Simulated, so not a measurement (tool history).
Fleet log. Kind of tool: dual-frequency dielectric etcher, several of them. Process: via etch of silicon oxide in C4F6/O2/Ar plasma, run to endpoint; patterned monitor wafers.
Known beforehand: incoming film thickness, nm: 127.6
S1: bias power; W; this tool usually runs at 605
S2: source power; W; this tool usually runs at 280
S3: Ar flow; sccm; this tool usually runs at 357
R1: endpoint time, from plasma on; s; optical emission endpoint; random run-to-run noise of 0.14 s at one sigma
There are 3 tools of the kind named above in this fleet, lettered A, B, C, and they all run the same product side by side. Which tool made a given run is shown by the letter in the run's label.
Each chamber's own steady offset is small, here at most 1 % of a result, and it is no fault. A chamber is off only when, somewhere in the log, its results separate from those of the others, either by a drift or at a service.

run	hour	S1	S2	S3	R1
1B	14	605	280	357	30.691
2A	27.5	605	280	357	30.48
3C	40.3	605	280	357	30.16
4A	53.3	605	280	357	30.455
5B	61.7	605	280	357	30.456
6C	69.3	605	280	357	30.021
7C	83.8	605	280	357	30.455
8B	95.6	605	280	357	30.464
9A	108.6	605	280	357	30.593
10B	115.7	605	280	357	30.392
11A	129.1	605	280	357	30.57
12C	136.2	605	280	357	30.123
13A	147.7	605	280	357	30.433
14C	161.3	605	280	394	30.663
15B	168.2	605	280	394	30.722
16B	177.7	605	280	394	30.614
17C	189.2	605	280	357	29.996
18A	202.5	605	280	357	30.565
19B	217.8	605	280	357	30.207
20A	225.7	686	280	412	29.604
# hour 234.1: chamber B: source power generator calibrated
21C	236.6	686	280	412	28.964
22C	250.4	686	280	412	29.212
23B	261.2	605	280	357	30.407
24A	268.8	605	280	357	30.756
# hour 275: chamber C: bias power generator calibrated
25B	284.3	605	280	399	30.268
# hour 296.7: chamber C: wet clean of the chamber
26A	298.1	605	280	399	31.092
27C	311.8	605	280	399	30.412
28B	322.2	686	280	357	28.649
29C	332.4	686	280	357	28.799
30A	341.6	686	280	357	28.931
31C	355.3	605	280	357	30.017
32B	366.4	605	280	357	29.915
33A	381.5	605	300	417	30.269
34B	391.1	605	300	417	29.742
35A	404.2	605	300	417	30.366

Does one chamber stand apart from the rest, does the shared gauge drift, or is all well apart from small per-chamber offsets? Give the chamber and the most likely cause, where there is one.

Little by little, chamber B moves away from the other chambers.
Most likely cause: etch rate over this chamber's usual, % = 2.62.

Which of the 4 candidates below, each the usual settings with something changed and its results left as question marks, puts chamber B back in line with what the other chambers give on the usual settings?
Allowed miss from the other chambers' usual-settings mean, per result, to count as in line: R1 0.48 s
36B-1	415.4	588	270	360	?
36B-2	415.4	605	280	232	?
36B-3	415.4	566	260	363	?
36B-4	415.4	638	280	357	?

Usual-settings mean across the other chambers: R1 30.361 s
run	R1
36B-1	30.582
36B-2	28.432
36B-3	31.504
36B-4	29.198
The answer is 36B-1, which returns the chamber to within the allowed miss of the others.

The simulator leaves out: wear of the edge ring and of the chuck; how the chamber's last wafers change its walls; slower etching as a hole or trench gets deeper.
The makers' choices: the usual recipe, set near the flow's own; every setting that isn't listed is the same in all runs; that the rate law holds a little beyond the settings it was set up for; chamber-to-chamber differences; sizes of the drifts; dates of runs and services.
